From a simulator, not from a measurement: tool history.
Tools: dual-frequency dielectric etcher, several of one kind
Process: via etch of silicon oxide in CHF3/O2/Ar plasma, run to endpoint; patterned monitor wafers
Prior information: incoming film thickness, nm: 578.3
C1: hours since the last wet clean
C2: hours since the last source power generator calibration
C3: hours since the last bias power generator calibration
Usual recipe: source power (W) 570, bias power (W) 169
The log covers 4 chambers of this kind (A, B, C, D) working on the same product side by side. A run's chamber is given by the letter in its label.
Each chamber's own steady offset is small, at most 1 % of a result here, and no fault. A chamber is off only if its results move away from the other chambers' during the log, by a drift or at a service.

Run 1A, hour 10.0: usual settings; C1 690.0; C2 1425.9; C3 1548.5. Result: endpoint time (s) 306.92.
At hour 14.8: chamber A: wet clean of the chamber.
Run 2B, hour 21.7: usual settings; C1 521.6; C2 1164.0; C3 1268.0. Result: endpoint time (s) 306.12.
Run 3C, hour 36.2: usual settings; C1 364.6; C2 1465.0; C3 1614.0. Result: endpoint time (s) 307.36.
Run 4D, hour 45.7: usual settings; C1 224.2; C2 209.3; C3 811.8. Result: endpoint time (s) 298.62.
Run 5B, hour 57.2: usual settings; C1 557.1; C2 1199.5; C3 1303.5. Result: endpoint time (s) 304.17.
Run 6A, hour 71.2: usual settings; C1 56.5; C2 1487.1; C3 1609.7. Result: endpoint time (s) 304.88.
Run 7D, hour 84.9: usual settings; C1 263.4; C2 248.5; C3 851.0. Result: endpoint time (s) 300.55.
At hour 90.9: chamber B: wet clean of the chamber.
Run 8C, hour 94.2: usual settings; C1 422.6; C2 1523.0; C3 1672.0. Result: endpoint time (s) 305.94.
Run 9B, hour 110.1: usual settings; C1 19.3; C2 1252.4; C3 1356.4. Result: endpoint time (s) 307.50.
Run 10D, hour 120.7: usual settings; C1 299.2; C2 284.3; C3 886.8. Result: endpoint time (s) 301.28.
Run 11C, hour 136.4: usual settings; C1 464.8; C2 1565.2; C3 1714.2. Result: endpoint time (s) 307.10.
Run 12A, hour 150.6: usual settings; C1 135.9; C2 1566.5; C3 1689.1. Result: endpoint time (s) 304.23.
Run 13C, hour 160.5: usual settings; C1 488.9; C2 1589.3; C3 1738.3. Result: endpoint time (s) 304.39.
Run 14A, hour 175.5: usual settings; C1 160.8; C2 1591.4; C3 1714.0. Result: endpoint time (s) 303.81.
Run 15B, hour 190.7: usual settings but source power (W) 650; C1 99.9; C2 1333.0; C3 1437.0. Result: endpoint time (s) 291.25.
Run 16D, hour 198.5: usual settings but source power (W) 650; C1 377.0; C2 362.1; C3 964.6. Result: endpoint time (s) 283.30.
Run 17A, hour 207.2: usual settings but source power (W) 650; C1 192.5; C2 1623.1; C3 1745.7. Result: endpoint time (s) 288.23.
At hour 213.0: chamber C: wet clean of the chamber.
Run 18C, hour 216.9: usual settings but source power (W) 650; C1 3.9; C2 1645.7; C3 1794.7. Result: endpoint time (s) 291.15.
Run 19B, hour 225.8: usual settings; C1 135.0; C2 1368.1; C3 1472.1. Result: endpoint time (s) 307.34.
Run 20D, hour 240.7: usual settings; C1 419.2; C2 404.3; C3 1006.8. Result: endpoint time (s) 295.41.
Run 21C, hour 256.3: usual settings; C1 43.3; C2 1685.1; C3 1834.1. Result: endpoint time (s) 306.22.
Run 22A, hour 268.6: usual settings; C1 253.9; C2 1684.5; C3 1807.1. Result: endpoint time (s) 303.31.
Run 23D, hour 280.2: usual settings; C1 458.7; C2 443.8; C3 1046.3. Result: endpoint time (s) 295.06.
Run 24B, hour 296.0: usual settings; C1 205.2; C2 1438.3; C3 1542.3. Result: endpoint time (s) 305.44.
Run 25B, hour 305.0: usual settings; C1 214.2; C2 1447.3; C3 1551.3. Result: endpoint time (s) 305.96.
Run 26A, hour 312.1: usual settings; C1 297.4; C2 1728.0; C3 1850.6. Result: endpoint time (s) 305.19.

Is one chamber off against the others, does the gauge drift, or is nothing wrong? If a chamber is off, say which, and what the likeliest cause is.

One chamber, D, drifts off from the rest bit by bit.
Most likely cause: etch rate over this chamber's usual, % = 2.99.

Which of the 4 candidates below, each the usual settings with something changed and its results left as question marks, puts chamber D back in line with what the other chambers give on the usual settings?
In line means no further than this from the other chambers' mean on the usual settings: endpoint time (s) 4.80
Run 27D-1, hour 323.5: usual settings but source power (W) 710. Result: endpoint time (s) ?.
Run 27D-2, hour 323.5: usual settings but source power (W) 500, bias power (W) 149. Result: endpoint time (s) ?.
Run 27D-3, hour 323.5: usual settings but source power (W) 630. Result: endpoint time (s) ?.
Run 27D-4, hour 323.5: usual settings but source power (W) 540, bias power (W) 160. Result: endpoint time (s) ?.

Usual-settings mean across the other chambers: endpoint time (s) 305.65
  run  endpoint time (s)
27D-1             269.14
27D-2             321.15
27D-3             281.78
27D-4             304.47
27D-4 puts the chamber back in line with the other chambers.
